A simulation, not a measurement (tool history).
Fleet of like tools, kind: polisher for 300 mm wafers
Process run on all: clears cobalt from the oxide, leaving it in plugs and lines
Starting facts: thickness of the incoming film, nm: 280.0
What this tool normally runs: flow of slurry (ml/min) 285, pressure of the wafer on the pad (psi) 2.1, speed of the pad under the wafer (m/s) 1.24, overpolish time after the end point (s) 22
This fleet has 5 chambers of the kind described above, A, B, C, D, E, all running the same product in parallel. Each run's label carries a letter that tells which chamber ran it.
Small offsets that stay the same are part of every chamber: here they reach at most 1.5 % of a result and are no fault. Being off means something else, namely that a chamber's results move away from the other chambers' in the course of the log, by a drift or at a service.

run   hour  flow of slurry (ml/min)  pressure of the wafer on the pad (psi)  speed of the pad under the wafer (m/s)  overpolish time after the end point (s)  time until the end point was called (s)  dishing of a wide line in a test structure (Å)
 1C    3.3                      285                                     2.1                                    1.24                                       22                                   53.228                                          549.18
       5.3  -- chamber C: worn pad replaced by a new one
 2B      8                      285                                     2.1                                    1.24                                       22                                   52.645                                          534.59
 3E   11.9                      285                                     2.1                                    1.24                                       22                                   52.008                                          557.83
 4A   15.7                      285                                     2.1                                    1.24                                       22                                   52.563                                          551.23
 5D   18.8                      285                                     2.1                                    1.24                                       22                                   53.759                                          536.01
 6B     22                      285                                     2.1                                    1.24                                       22                                   52.814                                          536.78
 7C   25.4                      285                                     2.1                                    1.24                                       22                                   51.632                                          550.85
 8A     31                      285                                     2.1                                    1.24                                       22                                   51.687                                          536.45
      36.9  -- chamber C: slurry nozzle cleaned
 9D     37                      285                                     2.1                                    1.24                                       22                                   54.111                                          552.65
10E   40.1                      285                                     2.1                                    1.24                                       22                                   51.849                                          560.25
11A   46.5                      285                                     2.1                                    1.24                                       22                                   52.654                                          544.34
      51.1  -- chamber E: worn pad replaced by a new one
12B   51.6                      285                                     2.1                                    1.24                                       22                                   52.877                                          546.92
13C   57.4                      285                                     2.1                                    1.24                                       22                                   52.908                                          541.19
14D   62.6                      230                                     1.5                                    1.24                                       22                                   78.314                                           459.9
15E   69.2                      230                                     1.5                                    1.24                                       22                                   73.856                                          484.87
16D   75.8                      230                                     1.5                                    1.24                                       22                                   76.476                                          438.99
17B   81.3                      230                                     1.5                                    1.24                                       22                                   74.873                                          494.16
18C   87.2                      230                                     1.5                                    1.24                                       22                                   72.995                                           481.5
      90.9  -- chamber A: worn pad replaced by a new one
19A   91.3                      285                                     2.1                                    1.24                                       22                                   52.128                                          543.26
20E   94.7                      285                                     2.1                                    1.24                                       22                                   52.143                                          508.46
21C   97.9                      285                                     2.1                                    1.24                                       22                                    52.85                                          514.31
22A  103.3                      285                                     2.1                                    1.24                                       22                                   51.936                                          536.79
23D  106.2                      285                                     2.1                                    1.24                                       22                                   55.288                                           542.7
24E  109.6                      285                                     2.1                                    1.24                                       22                                   51.611                                          548.11
     113.9  -- chamber B: worn pad replaced by a new one
25B  113.9                      285                                     2.1                                    1.24                                       22                                   52.038                                          543.93
26D  117.3                      285                                     2.1                                    1.24                                       22                                   56.686                                          549.29
     120.5  -- chamber B: head pressure recalibrated
27E  121.1                      285                                     2.1                                    1.24                                       22                                   52.057                                          535.41
28A  124.6                      285                                     2.1                                    1.24                                       22                                   51.654                                          566.53
     127.7  -- chamber E: worn pad replaced by a new one
29C  130.3                      285                                     2.1                                    1.24                                       22                                   52.114                                          527.67
       131  -- chamber C: worn pad replaced by a new one
30B  135.1                      285                                     2.1                                    1.24                                       22                                   51.221                                          536.49
31A  141.2                      285                                     2.1                                    1.24                                       22                                   52.777                                          529.02
32B  146.2                      285                                     2.1                                    1.24                                       22                                   52.917                                          553.01
33E  150.3                      285                                     2.1                                    1.24                                       22                                   51.258                                          537.36
34C  155.4                      285                                     2.1                                    1.24                                       22                                   53.362                                          554.56
35D  161.5                      285                                     2.1                                    1.02                                       27                                   69.762                                          541.25
36B  165.2                      285                                     2.1                                    1.02                                       27                                   63.939                                          542.39
37D  171.7                      285                                     2.1                                    1.02                                       27                                   70.185                                          528.81

Is one chamber out of step, is the gauge drifting, or do the chambers differ by no more than their own small offsets? For an off chamber, give its letter and the likeliest cause.

Little by little, chamber D moves away from the other chambers.
Likeliest cause: removal rate lost through wear of the pad, % = 8.02.
The log might look much the same if the cause were instead: head's pressure below its setpoint, %.

Chamber D could run next with any of the 4 candidate recipes listed below; each alters the usual settings, and their results appear as question marks. Which one brings its results back in line with what the other chambers deliver on the usual settings?
Allowed miss from the other chambers' usual-settings mean, per result, to count as in line: time until the end point was called (s) 1.9; dishing of a wide line in a test structure (Å) 46
38D-1  176.6                      285                                       2                                    1.18                                       22                                        ?                                               ?
38D-2  176.6                      285                                     2.1                                    1.22                                       22                                        ?                                               ?
38D-3  176.6                      285                                     2.2                                     1.3                                       22                                        ?                                               ?
38D-4  176.6                      285                                     2.1                                    1.26                                       22                                        ?                                               ?

The mean the other chambers reach with the usual settings: time until the end point was called (s) 52.265; dishing of a wide line in a test structure (Å) 545.45
  run  time until the end point was called (s)  dishing of a wide line in a test structure (Å)
38D-1                                   63.344                                          503.58
38D-2                                   58.293                                          521.41
38D-3                                   52.162                                          543.83
38D-4                                    56.43                                          528.14
38D-3 is the one that brings the chamber's results back in line with the other chambers.
